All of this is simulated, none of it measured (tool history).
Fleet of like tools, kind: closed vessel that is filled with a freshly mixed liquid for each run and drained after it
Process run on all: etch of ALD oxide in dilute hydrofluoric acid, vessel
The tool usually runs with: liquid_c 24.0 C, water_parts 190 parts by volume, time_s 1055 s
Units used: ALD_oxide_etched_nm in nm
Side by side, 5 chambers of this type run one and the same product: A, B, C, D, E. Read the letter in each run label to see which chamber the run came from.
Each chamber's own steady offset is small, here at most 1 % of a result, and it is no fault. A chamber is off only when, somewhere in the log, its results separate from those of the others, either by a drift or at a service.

run	hour	liquid_c	water_parts	time_s	hours since the thermometer was replaced	hours since the hydrofluoric acid flow meter was replaced	read-back film thickness of the ALD oxide reference wafer, read on the same gauge (nm)	ALD_oxide_etched_nm
1A	5.0	24.0	190	1055	318.2	421.4	30.009	57.856
2C	10.2	24.0	190	1055	1654.6	137.0	29.998	58.407
3E	15.5	24.0	190	1055	1506.9	852.5	30.000	58.520
4B	24.4	24.0	190	1055	97.5	442.7	30.005	60.099
5D	32.4	24.0	190	1055	1173.7	388.4	29.976	59.070
6E	40.5	24.0	190	1055	1531.9	877.5	30.014	58.113
7C	46.5	24.0	190	1055	1690.9	173.3	30.003	58.887
8D	52.5	24.0	190	1055	1193.8	408.5	30.010	57.977
9A	61.3	24.0	190	1055	374.5	477.7	30.011	59.544
10B	70.2	24.0	190	1055	143.3	488.5	30.012	59.226
11C	75.4	20.5	160	1055	1719.8	202.2	29.977	64.191
12B	79.7	20.5	160	1055	152.8	498.0	29.999	63.721
13E	85.8	20.5	160	1055	1577.2	922.8	30.020	62.371
14D	92.6	20.5	160	1055	1233.9	448.6	30.010	63.023
15A	101.8	20.5	160	1055	415.0	518.2	29.994	63.534
16E	105.9	24.0	190	1055	1597.3	942.9	30.009	58.222
17A	111.7	24.0	190	1055	424.9	528.1	30.002	58.484
18D	119.2	24.0	190	1055	1260.5	475.2	29.985	60.653
19C	127.8	22.5	190	1265	1772.2	254.6	30.008	66.105
20B	132.6	22.5	190	1265	205.7	550.9	29.994	66.561
21E	139.9	22.5	190	1265	1631.3	976.9	30.010	65.732
22C	145.1	22.5	190	1265	1789.5	271.9	30.001	68.004
23D	152.1	22.5	190	1265	1293.4	508.1	29.987	70.975
24B	160.5	24.0	190	1055	233.6	578.8	29.990	58.897
25A	168.2	24.0	190	1055	481.4	584.6	29.998	59.659
26C	176.7	24.0	190	1055	1821.1	303.5	29.999	59.209
27A	184.2	24.0	190	1055	497.4	600.6	30.010	58.773
28E	190.2	24.0	190	1055	1681.6	1027.2	29.997	57.950
29B	196.9	24.0	270	1055	270.0	615.2	29.997	38.108
30D	202.0	24.0	270	1055	1343.3	558.0	29.997	42.035
31C	208.0	24.0	270	1055	1852.4	334.8	29.995	38.387
# hour 209.7: chamber E: hydrofluoric acid flow meter replaced
32B	213.7	24.0	270	1055	286.8	632.0	29.981	38.445
33E	219.5	24.0	270	1055	1710.9	9.9	30.005	37.837
34D	225.7	24.0	190	1055	1367.0	581.7	30.002	65.479

The same settings go to every chamber for the next run, one line per chamber below. Forecast the results for each:
35A	232.3	24.0	190	1055				?
35B	232.3	24.0	190	1055				?
35C	232.3	24.0	190	1055				?
35D	232.3	24.0	190	1055				?
35E	232.3	24.0	190	1055				?

run	ALD_oxide_etched_nm
35A	59.044
35B	59.519
35C	59.608
35D	66.821
35E	57.927
